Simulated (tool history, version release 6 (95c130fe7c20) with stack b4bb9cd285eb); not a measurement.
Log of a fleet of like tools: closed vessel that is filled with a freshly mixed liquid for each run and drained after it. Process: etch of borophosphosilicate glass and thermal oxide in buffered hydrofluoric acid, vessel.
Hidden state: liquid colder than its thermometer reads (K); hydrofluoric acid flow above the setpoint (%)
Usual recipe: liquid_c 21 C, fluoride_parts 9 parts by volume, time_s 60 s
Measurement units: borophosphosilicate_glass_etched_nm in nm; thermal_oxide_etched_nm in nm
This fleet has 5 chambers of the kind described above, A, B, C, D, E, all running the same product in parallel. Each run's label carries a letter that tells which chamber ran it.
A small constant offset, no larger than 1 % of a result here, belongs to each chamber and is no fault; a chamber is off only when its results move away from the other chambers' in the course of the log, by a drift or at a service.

run   hour  liquid_c  fluoride_parts  time_s  hours since the thermometer was replaced  hours since the hydrofluoric acid flow meter was replaced  read-back film thickness of the borophosphosilicate glass reference wafer, read on the same gauge (nm)  read-back film thickness of the thermal oxide reference wafer, read on the same gauge (nm)  borophosphosilicate_glass_etched_nm  thermal_oxide_etched_nm
 1A    4.5        21               9      60                                     177.5                                                      947.9                                                                                                  50.015                                                                                      90.019                               178.09                   61.261
 2D   13.2        21               9      60                                    1237.6                                                      691.6                                                                                                  49.971                                                                                      89.987                               175.58                   61.953
 3E   22.8        21               9      60                                       249                                                      685.9                                                                                                  50.009                                                                                      89.988                               174.52                    61.66
 4C   27.9        21               9      60                                    2492.7                                                     1284.5                                                                                                  50.038                                                                                       89.98                               174.75                   61.502
 5B   34.1        24               9      60                                    1033.4                                                     1039.2                                                                                                  50.021                                                                                      89.986                               205.45                   72.811
 6E   39.2        24               9      60                                     265.4                                                      702.3                                                                                                  50.022                                                                                      90.012                               206.52                   72.732
 7C   45.9        24               9      60                                    2510.7                                                     1302.5                                                                                                  49.995                                                                                      90.028                                205.6                   70.952
 8A   51.6        24               9      60                                     224.6                                                        995                                                                                                   50.01                                                                                      90.015                               207.81                   72.524
 9D   59.3        24               9      60                                    1283.7                                                      737.7                                                                                                   49.96                                                                                      89.981                               207.12                   73.419
10B   64.2        21               9      60                                    1063.5                                                     1069.3                                                                                                  50.003                                                                                      89.997                               174.17                   62.087
11C   71.1        21               9      60                                    2535.9                                                     1327.7                                                                                                  49.959                                                                                      90.017                               175.91                   61.153
12B   79.7        21               9      60                                      1079                                                     1084.8                                                                                                  50.022                                                                                      89.979                               174.64                   61.868
13D   85.7        21               9      60                                    1310.1                                                      764.1                                                                                                  50.001                                                                                      89.986                                177.3                   61.923
14E   95.3        21               9      60                                     321.5                                                      758.4                                                                                                  50.001                                                                                      89.998                               173.55                   61.565
15A  104.3        21               9      60                                     277.3                                                     1047.7                                                                                                  50.017                                                                                      89.995                               176.76                   61.292
16E    110        21               9      60                                     336.2                                                      773.1                                                                                                  50.026                                                                                       89.96                               174.89                    62.01
17B    120        21               9      60                                    1119.3                                                     1125.1                                                                                                   50.04                                                                                      90.005                               175.27                   61.734
18D  125.3        21               9      60                                    1349.7                                                      803.7                                                                                                   49.98                                                                                      90.037                               176.34                   61.531
19C  133.9        21               9      60                                    2598.7                                                     1390.5                                                                                                  50.037                                                                                      89.975                               175.41                   61.317
20A  143.1        21               9      60                                     316.1                                                     1086.5                                                                                                   49.98                                                                                      90.014                               178.52                   61.113
21C  152.4        21               9      60                                    2617.2                                                       1409                                                                                                  49.997                                                                                      89.957                               175.75                   61.344
22B  160.8        21               9      60                                    1160.1                                                     1165.9                                                                                                  50.004                                                                                      89.981                               174.82                   62.079
23E  168.3        21               9      60                                     394.5                                                      831.4                                                                                                  49.987                                                                                      89.976                               174.85                   61.167
24A  174.1        21               9      60                                     347.1                                                     1117.5                                                                                                  50.019                                                                                      89.985                               177.62                   60.761
25D  182.2        21               9      60                                    1406.6                                                      860.6                                                                                                  49.992                                                                                       89.99                               175.82                   62.153
26E  192.6        21               9      60                                     418.8                                                      855.7                                                                                                  50.005                                                                                      89.986                               173.26                   61.477
27B    203        21               9      60                                    1202.3                                                     1208.1                                                                                                  49.988                                                                                      89.977                               175.98                   61.553
28A  212.9        21               9      60                                     385.9                                                     1156.3                                                                                                  49.988                                                                                      90.012                               177.99                   61.826
29D  218.5        21               9      60                                    1442.9                                                      896.9                                                                                                  50.003                                                                                      89.996                               175.29                   61.952
30C  224.3        21              11      45                                    2689.1                                                     1480.9                                                                                                  49.999                                                                                      89.986                               112.82                   39.431
31E  229.1        21              11      45                                     455.3                                                      892.2                                                                                                  49.986                                                                                      90.009                                111.5                   39.354
32B  234.8        21              11      45                                    1234.1                                                     1239.9                                                                                                  50.013                                                                                      90.006                                111.4                   39.543
33C  239.8        21              11      45                                    2704.6                                                     1496.4                                                                                                  49.962                                                                                      90.028                               112.14                   38.994
34A    246        21              11      45                                       419                                                     1189.4                                                                                                  49.998                                                                                      89.967                                  113                   39.161
35D  252.5        21               9      60                                    1476.9                                                      930.9                                                                                                  50.042                                                                                      90.009                               177.23                   62.483
36D  257.1        21               9      30                                    1481.5                                                      935.5                                                                                                  49.968                                                                                      89.981                               87.787                   30.686
37E  264.5        21               9      30                                     490.7                                                      927.6                                                                                                   50.01                                                                                      90.002                               87.141                   30.504
38B  272.3        21               9      30                                    1271.6                                                     1277.4                                                                                                  49.973                                                                                      89.965                               87.846                   30.853
39C  282.5        21               9      30                                    2747.3                                                     1539.1                                                                                                  49.995                                                                                      90.001                               87.509                   30.351

Has any chamber moved away from the others, gradually or after a service, or does the common gauge drift, or do the chambers differ only by their own small steady offsets? State the chamber and the most likely cause if one applies.

The fleet is healthy, with each chamber sitting at its usual small offset and no drift in the gauge.

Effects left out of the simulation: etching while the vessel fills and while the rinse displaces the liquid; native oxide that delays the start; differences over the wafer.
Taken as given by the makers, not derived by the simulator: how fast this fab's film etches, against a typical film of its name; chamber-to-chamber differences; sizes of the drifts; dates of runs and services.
